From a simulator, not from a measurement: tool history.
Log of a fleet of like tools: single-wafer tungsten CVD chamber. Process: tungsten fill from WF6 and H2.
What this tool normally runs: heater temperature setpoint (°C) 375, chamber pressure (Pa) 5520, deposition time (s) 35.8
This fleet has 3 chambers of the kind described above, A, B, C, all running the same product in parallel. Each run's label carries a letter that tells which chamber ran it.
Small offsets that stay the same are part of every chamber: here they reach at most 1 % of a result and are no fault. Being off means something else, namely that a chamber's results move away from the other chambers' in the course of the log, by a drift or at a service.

run    day  heater temperature setpoint (°C)  chamber pressure (Pa)  deposition time (s)  read-back reference wafer on the same gauge, thickness_nm  mean film thickness on the monitor wafer (angstrom)
 1C  0.258                               375                   5520                 35.8                                                     76.198                                               741.11
 2A  0.533                               375                   5520                 35.8                                                     76.239                                               739.45
 3B  0.883                               375                   5520                 35.8                                                     76.278                                               744.56
 4A  1.221                               375                   5520                 35.8                                                     76.273                                               737.21
 5C  1.533                               367                   4840                 35.8                                                     76.293                                               592.37
 6B  1.829                               367                   4840                 35.8                                                     76.314                                               591.21
 7A  2.038                               367                   4840                 35.8                                                     76.320                                               584.88
 8B  2.442                               375                   5520                 35.8                                                     76.338                                               749.12
 9C  2.796                               375                   5520                 35.8                                                     76.378                                               741.37
10C  3.104                               375                   5520                 35.8                                                     76.382                                               742.55
11B  3.496                               375                   5520                 35.8                                                     76.387                                               747.51
12A  3.696                               375                   5520                 35.8                                                     76.416                                               735.37
13A  4.100                               375                   5520                 35.8                                                     76.445                                               739.07
14B  4.338                               375                   5520                 35.8                                                     76.467                                               745.99
15C  4.700                               375                   5520                 35.8                                                     76.466                                               741.72
16B  4.912                               375                   5520                 35.8                                                     76.482                                               749.84
17A  5.296                               375                   5520                 35.8                                                     76.518                                               737.39
18C  5.483                               375                   5520                 35.8                                                     76.525                                               744.06
19C  5.738                               375                   5520                 35.8                                                     76.576                                               742.89
20A  6.029                               375                   5520                 35.8                                                     76.571                                               739.79
21B  6.421                               375                   5520                 35.8                                                     76.631                                               750.85
22A  6.712                               375                   5520                 35.8                                                     76.605                                               741.08
23C  6.946                               375                   5520                 35.8                                                     76.630                                               744.49
24B  7.154                               375                   5520                 35.8                                                     76.611                                               748.65

Next, all 3 chambers run the settings below, one line each with question marks for the results. What does each chamber give?
25A  7.446                               364                   5520                 35.8                                                                                                               ?
25B  7.446                               364                   5520                 35.8                                                                                                               ?
25C  7.446                               364                   5520                 35.8                                                                                                               ?

run  mean film thickness on the monitor wafer (angstrom)
25A                                               587.02
25B                                               593.47
25C                                               592.40
